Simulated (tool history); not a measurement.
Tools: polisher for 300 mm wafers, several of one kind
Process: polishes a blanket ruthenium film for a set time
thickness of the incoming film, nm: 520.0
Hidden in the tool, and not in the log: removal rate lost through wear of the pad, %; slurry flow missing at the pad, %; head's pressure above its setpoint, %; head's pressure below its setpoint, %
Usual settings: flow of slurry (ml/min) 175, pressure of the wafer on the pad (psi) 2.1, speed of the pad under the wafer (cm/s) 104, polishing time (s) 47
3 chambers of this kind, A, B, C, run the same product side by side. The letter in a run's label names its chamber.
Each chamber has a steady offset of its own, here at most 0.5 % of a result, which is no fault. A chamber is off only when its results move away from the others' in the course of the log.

run	day	flow of slurry (ml/min)	pressure of the wafer on the pad (psi)	speed of the pad under the wafer (cm/s)	polishing time (s)	wafers polished on this pad	hours since the slurry nozzle was cleaned	hours since the head pressure was calibrated	film removed (nm)
1B	0.121	175	2.1	104	47	350	21.5	228.6	51.362
2A	0.342	175	2.1	104	47	215	220.4	583.7	51.138
3C	0.504	175	2.1	104	47	704	91.7	326.5	51.428
4B	0.621	175	2.1	104	47	447	33.5	240.6	51.045
# day 0.679: chamber A: slurry nozzle cleaned
5C	0.788	175	2.1	104	47	759	98.5	333.3	51.099
6A	0.975	175	2.1	104	47	338	7.1	598.9	51.281
7C	1.133	175	2.1	104	47	826	106.8	341.6	52.269
8A	1.317	175	2.1	104	47	404	15.3	607.1	51.632
# day 1.421: chamber C: worn pad replaced by a new one
9B	1.450	175	2.1	104	47	608	53.4	260.5	52.394
10B	1.592	145	2.1	76	47	636	56.8	263.9	36.086
11C	1.733	145	2.1	76	47	60	121.2	356.0	36.473
12A	1.921	145	2.1	76	47	522	29.8	621.6	35.809
13C	2.050	175	2.1	104	47	122	128.8	363.6	51.186
14B	2.267	175	2.1	104	47	767	73.0	280.1	51.246
15A	2.371	175	2.1	104	47	609	40.6	632.4	51.289
16A	2.500	175	2.1	104	47	634	43.7	635.5	52.033
17C	2.629	175	2.1	104	47	234	142.7	377.5	49.785
18B	2.754	230	2.6	104	47	861	84.7	291.8	66.408
19C	2.929	230	2.6	104	47	292	149.9	384.7	63.579
20A	3.067	230	2.6	104	47	744	57.3	649.1	65.782
21B	3.267	175	2.1	104	47	960	97.0	304.1	50.622
22C	3.425	175	2.1	104	47	389	161.8	396.6	48.316
23B	3.538	175	2.1	104	47	1013	103.5	310.6	51.511
24A	3.746	175	2.1	104	47	875	73.6	665.4	51.666
25B	3.862	120	2.1	90	47	1076	111.3	318.4	41.645
26A	4.046	120	2.1	90	47	934	80.8	672.6	41.522
27C	4.196	120	2.1	90	47	538	180.3	415.1	37.953
# day 4.354: chamber A: head pressure recalibrated
# day 4.362: chamber A: worn pad replaced by a new one
28A	4.417	175	2.1	104	47	10	89.7	1.5	51.549
29C	4.633	175	2.1	104	47	623	190.8	425.6	46.774
30B	4.829	175	2.1	104	47	1263	134.5	341.6	51.857

Is one chamber off against the others, does the gauge drift, or is nothing wrong? If a chamber is off, say which, and what the likeliest cause is.

Chamber C drifts away from the others.
Cause: head's pressure below its setpoint, % = 10.8.
The log may not tell that from: removal rate lost through wear of the pad, %; slurry flow missing at the pad, %.

Here are 4 candidates for chamber C's next run, each the usual settings with a change, their results left as question marks. Which one brings its results back in line with what the others give on the usual settings?
In line means no further than this from the other chambers' mean on the usual settings: film removed (nm) 1.700
31C-1	5.000	175	2.0	100	46				?
31C-2	5.000	175	2.0	104	47				?
31C-3	5.000	175	2.1	110	47				?
31C-4	5.000	175	2.2	104	50				?

The other chambers' mean on the usual settings: film removed (nm) 51.438
run	film removed (nm)
31C-1	41.248
31C-2	43.828
31C-3	48.634
31C-4	51.215
31C-4 brings the chamber back in line.
